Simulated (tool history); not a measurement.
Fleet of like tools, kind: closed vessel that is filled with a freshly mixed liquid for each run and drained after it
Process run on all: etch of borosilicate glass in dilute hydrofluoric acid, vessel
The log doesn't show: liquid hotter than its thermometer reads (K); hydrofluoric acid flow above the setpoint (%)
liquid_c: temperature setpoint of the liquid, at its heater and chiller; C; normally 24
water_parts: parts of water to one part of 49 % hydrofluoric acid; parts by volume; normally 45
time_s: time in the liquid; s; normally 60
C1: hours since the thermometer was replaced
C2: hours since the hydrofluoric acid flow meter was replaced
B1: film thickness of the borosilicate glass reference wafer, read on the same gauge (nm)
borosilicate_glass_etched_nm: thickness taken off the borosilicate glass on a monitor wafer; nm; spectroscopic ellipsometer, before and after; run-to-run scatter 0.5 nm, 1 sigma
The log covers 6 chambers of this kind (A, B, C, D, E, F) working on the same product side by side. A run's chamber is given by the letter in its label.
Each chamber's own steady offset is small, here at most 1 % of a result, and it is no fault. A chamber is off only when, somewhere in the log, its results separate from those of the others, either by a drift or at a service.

run 1D hour=9.1 | liquid_c=24 water_parts=45 time_s=60 | C1=289.2 C2=977.8 | B1=150.01 | borosilicate_glass_etched_nm=50.52
run 2B hour=14.4 | liquid_c=24 water_parts=45 time_s=60 | C1=812.8 C2=210.7 | B1=149.98 | borosilicate_glass_etched_nm=50.853
run 3C hour=20.7 | liquid_c=24 water_parts=45 time_s=60 | C1=403.3 C2=373.1 | B1=150.01 | borosilicate_glass_etched_nm=49.785
run 4F hour=29 | liquid_c=24 water_parts=45 time_s=60 | C1=66.1 C2=1064 | B1=150.01 | borosilicate_glass_etched_nm=51.098
run 5A hour=34.2 | liquid_c=24 water_parts=45 time_s=60 | C1=802.3 C2=291.6 | B1=150.01 | borosilicate_glass_etched_nm=51.063
run 6E hour=42.6 | liquid_c=24 water_parts=45 time_s=60 | C1=1752.5 C2=1782.7 | B1=150 | borosilicate_glass_etched_nm=51.084
run 7F hour=48.9 | liquid_c=27.5 water_parts=45 time_s=60 | C1=86 C2=1083.9 | B1=150.01 | borosilicate_glass_etched_nm=58.512
run 8D hour=53.9 | liquid_c=27.5 water_parts=45 time_s=60 | C1=334 C2=1022.6 | B1=150.01 | borosilicate_glass_etched_nm=58.623
run 9B hour=58.7 | liquid_c=27.5 water_parts=45 time_s=60 | C1=857.1 C2=255 | B1=150 | borosilicate_glass_etched_nm=58.282
run 10C hour=65.8 | liquid_c=27.5 water_parts=45 time_s=60 | C1=448.4 C2=418.2 | B1=149.99 | borosilicate_glass_etched_nm=59.314
run 11A hour=72.4 | liquid_c=27.5 water_parts=45 time_s=60 | C1=840.5 C2=329.8 | B1=150 | borosilicate_glass_etched_nm=59.005
run 12E hour=78.5 | liquid_c=27.5 water_parts=45 time_s=60 | C1=1788.4 C2=1818.6 | B1=149.99 | borosilicate_glass_etched_nm=59.333
run 13E hour=85.6 | liquid_c=24 water_parts=45 time_s=60 | C1=1795.5 C2=1825.7 | B1=149.99 | borosilicate_glass_etched_nm=51.471
run 14A hour=92.4 | liquid_c=24 water_parts=45 time_s=60 | C1=860.5 C2=349.8 | B1=149.99 | borosilicate_glass_etched_nm=51.838
run 15B hour=97.4 | liquid_c=24 water_parts=45 time_s=60 | C1=895.8 C2=293.7 | B1=150.01 | borosilicate_glass_etched_nm=50.921
run 16C hour=104.9 | liquid_c=28.5 water_parts=45 time_s=60 | C1=487.5 C2=457.3 | B1=150 | borosilicate_glass_etched_nm=60.971
run 17F hour=111.1 | liquid_c=28.5 water_parts=45 time_s=60 | C1=148.2 C2=1146.1 | B1=149.99 | borosilicate_glass_etched_nm=60.896
run 18D hour=116.9 | liquid_c=28.5 water_parts=45 time_s=60 | C1=397 C2=1085.6 | B1=149.98 | borosilicate_glass_etched_nm=60.993
run 19B hour=122.2 | liquid_c=28.5 water_parts=45 time_s=60 | C1=920.6 C2=318.5 | B1=149.98 | borosilicate_glass_etched_nm=60.382
run 20C hour=132.1 | liquid_c=28.5 water_parts=45 time_s=60 | C1=514.7 C2=484.5 | B1=150.01 | borosilicate_glass_etched_nm=60.353
run 21D hour=140.7 | liquid_c=28.5 water_parts=45 time_s=60 | C1=420.8 C2=1109.4 | B1=150 | borosilicate_glass_etched_nm=61.516
run 22F hour=146.6 | liquid_c=24 water_parts=45 time_s=60 | C1=183.7 C2=1181.6 | B1=150 | borosilicate_glass_etched_nm=50.379
-- hour=152.2 chamber E: thermometer replaced
run 23A hour=155.3 | liquid_c=24 water_parts=45 time_s=60 | C1=923.4 C2=412.7 | B1=150.01 | borosilicate_glass_etched_nm=50.015
run 24E hour=160.7 | liquid_c=24 water_parts=45 time_s=60 | C1=8.6 C2=1900.8 | B1=150.01 | borosilicate_glass_etched_nm=51.417
run 25E hour=166.7 | liquid_c=24 water_parts=45 time_s=60 | C1=14.6 C2=1906.8 | B1=149.99 | borosilicate_glass_etched_nm=51.853
run 26B hour=176.1 | liquid_c=27.5 water_parts=25 time_s=60 | C1=974.5 C2=372.4 | B1=150 | borosilicate_glass_etched_nm=104.65
run 27F hour=183.2 | liquid_c=27.5 water_parts=25 time_s=60 | C1=220.3 C2=1218.2 | B1=150 | borosilicate_glass_etched_nm=111.3
run 28D hour=188.7 | liquid_c=27.5 water_parts=25 time_s=60 | C1=468.8 C2=1157.4 | B1=150.01 | borosilicate_glass_etched_nm=107.23
run 29A hour=197.4 | liquid_c=27.5 water_parts=25 time_s=60 | C1=965.5 C2=454.8 | B1=150 | borosilicate_glass_etched_nm=110.27
run 30C hour=206.3 | liquid_c=27.5 water_parts=25 time_s=60 | C1=588.9 C2=558.7 | B1=149.99 | borosilicate_glass_etched_nm=108.44
run 31C hour=211.5 | liquid_c=27.5 water_parts=25 time_s=60 | C1=594.1 C2=563.9 | B1=150.01 | borosilicate_glass_etched_nm=106.88
run 32B hour=218.6 | liquid_c=24 water_parts=45 time_s=60 | C1=1017 C2=414.9 | B1=149.99 | borosilicate_glass_etched_nm=50.587
run 33F hour=226.4 | liquid_c=24 water_parts=50 time_s=30 | C1=263.5 C2=1261.4 | B1=150 | borosilicate_glass_etched_nm=24.394
run 34A hour=233.2 | liquid_c=24 water_parts=50 time_s=30 | C1=1001.3 C2=490.6 | B1=150.01 | borosilicate_glass_etched_nm=22.785
run 35E hour=242.4 | liquid_c=24 water_parts=50 time_s=30 | C1=90.3 C2=1982.5 | B1=149.99 | borosilicate_glass_etched_nm=22.787
run 36D hour=249.8 | liquid_c=24 water_parts=50 time_s=30 | C1=529.9 C2=1218.5 | B1=150 | borosilicate_glass_etched_nm=22.649
-- hour=257.5 chamber A: hydrofluoric acid flow meter replaced
run 37B hour=258.1 | liquid_c=24 water_parts=50 time_s=30 | C1=1056.5 C2=454.4 | B1=150 | borosilicate_glass_etched_nm=22.88
-- hour=259 chamber D: thermometer replaced
run 38F hour=262.8 | liquid_c=24 water_parts=50 time_s=30 | C1=299.9 C2=1297.8 | B1=149.99 | borosilicate_glass_etched_nm=24.621
run 39E hour=271.3 | liquid_c=24 water_parts=50 time_s=30 | C1=119.2 C2=2011.4 | B1=150 | borosilicate_glass_etched_nm=23.198
run 40D hour=281.2 | liquid_c=24 water_parts=50 time_s=30 | C1=22.2 C2=1249.9 | B1=149.99 | borosilicate_glass_etched_nm=23.036
run 41A hour=287.7 | liquid_c=24 water_parts=50 time_s=30 | C1=1055.8 C2=30.3 | B1=150 | borosilicate_glass_etched_nm=22.691
run 42C hour=293.8 | liquid_c=24 water_parts=50 time_s=30 | C1=676.4 C2=646.2 | B1=149.99 | borosilicate_glass_etched_nm=22.753
run 43F hour=300.9 | liquid_c=24 water_parts=50 time_s=30 | C1=338 C2=1335.9 | B1=150 | borosilicate_glass_etched_nm=25.242

Is one chamber off against the others, does the gauge drift, or is nothing wrong? If a chamber is off, say which, and what the likeliest cause is.

It is chamber F that slowly wanders off from its peers.
Most likely cause: hydrofluoric acid flow above the setpoint (%) = 10.4.
The log might look much the same if the cause were instead: liquid hotter than its thermometer reads (K).

Below are 4 candidate recipes for chamber F's next run, each the usual settings with a change, their results shown as question marks. Which of them brings F's results back in line with what the other chambers give on the usual settings?
To be in line, a result may differ from the other chambers' mean on the usual settings by at most: borosilicate_glass_etched_nm 1.7 nm
run 44F-1 hour=308 | liquid_c=24.5 water_parts=45 time_s=65 | borosilicate_glass_etched_nm=?
run 44F-2 hour=308 | liquid_c=23.5 water_parts=45 time_s=55 | borosilicate_glass_etched_nm=?
run 44F-3 hour=308 | liquid_c=25 water_parts=45 time_s=60 | borosilicate_glass_etched_nm=?
run 44F-4 hour=308 | liquid_c=23 water_parts=45 time_s=60 | borosilicate_glass_etched_nm=?

The other chambers' mean on the usual settings: borosilicate_glass_etched_nm 50.831 nm
run=44F-1 borosilicate_glass_etched_nm=62.237
run=44F-2 borosilicate_glass_etched_nm=50.544
run=44F-3 borosilicate_glass_etched_nm=58.646
run=44F-4 borosilicate_glass_etched_nm=54.024
44F-2 brings the chamber back in line.
